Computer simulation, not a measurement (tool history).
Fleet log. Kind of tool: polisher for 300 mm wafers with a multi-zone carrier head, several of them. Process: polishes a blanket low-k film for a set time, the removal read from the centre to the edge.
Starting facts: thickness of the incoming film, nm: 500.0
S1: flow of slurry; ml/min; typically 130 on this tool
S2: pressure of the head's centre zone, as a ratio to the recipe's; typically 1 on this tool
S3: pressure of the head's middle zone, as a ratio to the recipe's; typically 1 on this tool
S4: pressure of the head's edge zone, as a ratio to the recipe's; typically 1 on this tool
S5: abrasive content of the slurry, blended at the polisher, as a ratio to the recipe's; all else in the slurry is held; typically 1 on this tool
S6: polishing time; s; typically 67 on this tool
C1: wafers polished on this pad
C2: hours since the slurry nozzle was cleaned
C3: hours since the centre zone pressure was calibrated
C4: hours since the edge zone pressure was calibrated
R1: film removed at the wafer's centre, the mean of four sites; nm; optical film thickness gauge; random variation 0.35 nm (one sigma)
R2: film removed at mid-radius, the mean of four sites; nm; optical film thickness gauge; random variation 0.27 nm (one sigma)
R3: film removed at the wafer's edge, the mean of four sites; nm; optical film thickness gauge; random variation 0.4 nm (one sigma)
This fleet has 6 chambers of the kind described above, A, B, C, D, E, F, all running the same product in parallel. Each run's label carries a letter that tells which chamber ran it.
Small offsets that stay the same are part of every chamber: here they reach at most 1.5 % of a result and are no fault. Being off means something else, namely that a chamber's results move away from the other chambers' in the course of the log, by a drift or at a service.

run,hour,S1,S2,S3,S4,S5,S6,C1,C2,C3,C4,R1,R2,R3
1E,9.9,130,1,1,1,1,67,444,80.9,206.4,438.2,32.153,31.998,30.803
# hour 14.5: chamber C: edge zone pressure recalibrated
2F,16.5,130,1,1,1,1,67,386,106.8,658.1,218,31.698,32.001,31.159
# hour 18: chamber D: worn pad replaced by a new one
3C,22.7,130,1,1,1,1,67,386,419.2,778.6,8.3,32.571,32.043,31.863
# hour 24.2: chamber A: worn pad replaced by a new one
# hour 29.1: chamber A: slurry nozzle cleaned
4B,33.6,130,1,1,1,1,67,780,549.1,1104.7,375.8,32.287,31.551,31.533
# hour 34.4: chamber E: worn pad replaced by a new one
5D,44,130,1,1,1,1,67,310,80.7,697.3,73.1,31.854,32.193,32.002
# hour 44.1: chamber B: worn pad replaced by a new one
6A,51.8,130,1,1,1,1,67,330,22.7,1112.9,142.6,32.053,31.562,31.558
# hour 59: chamber C: centre zone pressure recalibrated
7C,61,130,1,1,1,1,67,843,457.5,2,46.6,32.149,32.323,31.402
# hour 61.8: chamber B: centre zone pressure recalibrated
8A,68,130,1,1,1,1,67,523,38.9,1129.1,158.8,31.903,32.111,31.743
9B,78.4,130,1,1,1,1,67,409,593.9,16.6,420.6,31.713,31.768,31.902
# hour 80.8: chamber F: worn pad replaced by a new one
# hour 84.3: chamber C: worn pad replaced by a new one
10F,88.7,130,1,1,1,1,67,95,179,730.3,290.2,31.936,32.477,31.979
# hour 88.8: chamber C: slurry nozzle cleaned
# hour 95.5: chamber A: worn pad replaced by a new one
# hour 97.9: chamber E: worn pad replaced by a new one
11E,98,130,1,1,1,1,67,1,169,294.5,526.3,31.808,32.161,31.714
12D,106.6,130,1,1,1,1,67,1056,143.3,759.9,135.7,32.332,32.205,32.361
13C,112,130,1,1,1,1,67,330,23.2,53,97.6,32.806,31.875,31.583
# hour 116.3: chamber B: worn pad replaced by a new one
14A,123.1,130,1,1,1,1,67,330,94,1184.2,213.9,31.688,31.612,31.775
15F,134.2,130,1,1,1,0.9,67,638,224.5,775.8,335.7,30.611,30.21,29.948
16D,140.7,130,1,1,1,0.9,67,1463,177.4,794,169.8,30.631,30.191,31.075
# hour 140.8: chamber D: worn pad replaced by a new one
# hour 144.6: chamber A: centre zone pressure recalibrated
17B,147.7,130,1,1,1,0.9,67,374,663.2,85.9,489.9,30.592,29.93,30.137
# hour 153.8: chamber E: centre zone pressure recalibrated
18E,155.4,130,1,1,1,0.9,67,685,226.4,1.7,583.7,30.38,29.999,29.923
# hour 160.2: chamber A: worn pad replaced by a new one
# hour 161: chamber E: worn pad replaced by a new one
19F,161.4,130,1,1,1,0.9,67,962,251.7,803,362.9,30.553,30.096,29.849
# hour 162.7: chamber F: worn pad replaced by a new one
# hour 165: chamber C: worn pad replaced by a new one
20E,169.1,130,1,1,1,0.9,67,96,240.1,15.4,597.4,29.512,30.264,29.594
21D,176.2,130,1,1,1,1,67,422,212.9,829.5,205.3,31.978,32.751,31.917
22C,187.2,130,1,1,1,1,67,265,98.4,128.2,172.8,32.44,32.03,32.099
# hour 195.2: chamber B: worn pad replaced by a new one
23B,196.8,130,1.09,1,1,1,67,19,712.3,135,539,35.449,32.107,31.726
24A,202.7,130,1.09,1,1,1,67,507,173.6,58.1,293.5,34.711,32.095,32.008
25F,212,130,1.09,1,1,1,67,588,302.3,853.6,413.5,33.913,30.793,31.156
# hour 217.6: chamber A: worn pad replaced by a new one
# hour 221.9: chamber E: worn pad replaced by a new one
26D,222.4,130,1.09,1,1,1,67,973,259.1,875.7,251.5,35.267,32.435,31.325
27B,233.4,130,1.09,1,1,1,67,456,748.9,171.6,575.6,34.995,31.78,31.77
# hour 240.6: chamber D: worn pad replaced by a new one
28E,244,130,1.09,1,1,1,67,264,315,90.3,672.3,34.32,31.656,31.278
# hour 253.3: chamber C: worn pad replaced by a new one
29C,254.3,130,1.09,1.05,1,1,67,12,165.5,195.3,239.9,35.52,33.252,32.206
# hour 259.8: chamber F: worn pad replaced by a new one
30A,265.2,130,1.09,1.05,1,1,67,568,236.1,120.6,356,35.246,33.803,31.629
31D,274.8,130,1.09,1.05,1,1,67,408,311.5,928.1,303.9,35.639,33.413,31.455
# hour 280.5: chamber A: worn pad replaced by a new one
32E,286.3,130,1.09,1.05,1,1,67,769,357.3,132.6,714.6,34.886,33.151,30.705
# hour 290.4: chamber B: worn pad replaced by a new one
33C,295.6,130,1.09,1.05,1,1,67,505,206.8,236.6,281.2,36.046,33.3,32.063
34A,304.5,130,1.09,1.05,1,1,67,286,275.4,159.9,395.3,34.928,33.451,30.941
35F,313.2,130,1,1,1,1,67,638,403.5,954.8,514.7,29.229,29.761,29.828
36B,323.4,130,1,1,1,1,67,393,838.9,261.6,665.6,32.334,31.54,31.516
37C,333,130,1,1,1,1,67,951,244.2,274,318.6,32.544,32.165,31.824

All chambers now run identical settings, listed one chamber a line with results as question marks. What results will each chamber show?
38A,341.4,130,1,0.93,1,1,67,,,,,?,?,?
38B,341.4,130,1,0.93,1,1,67,,,,,?,?,?
38C,341.4,130,1,0.93,1,1,67,,,,,?,?,?
38D,341.4,130,1,0.93,1,1,67,,,,,?,?,?
38E,341.4,130,1,0.93,1,1,67,,,,,?,?,?
38F,341.4,130,1,0.93,1,1,67,,,,,?,?,?

run,R1,R2,R3
38A,31.644,29.513,32.04
38B,31.807,29.492,31.865
38C,32.485,29.879,31.737
38D,32.382,30.08,32.744
38E,31.097,30.099,31.115
38F,28.391,27.349,29.77
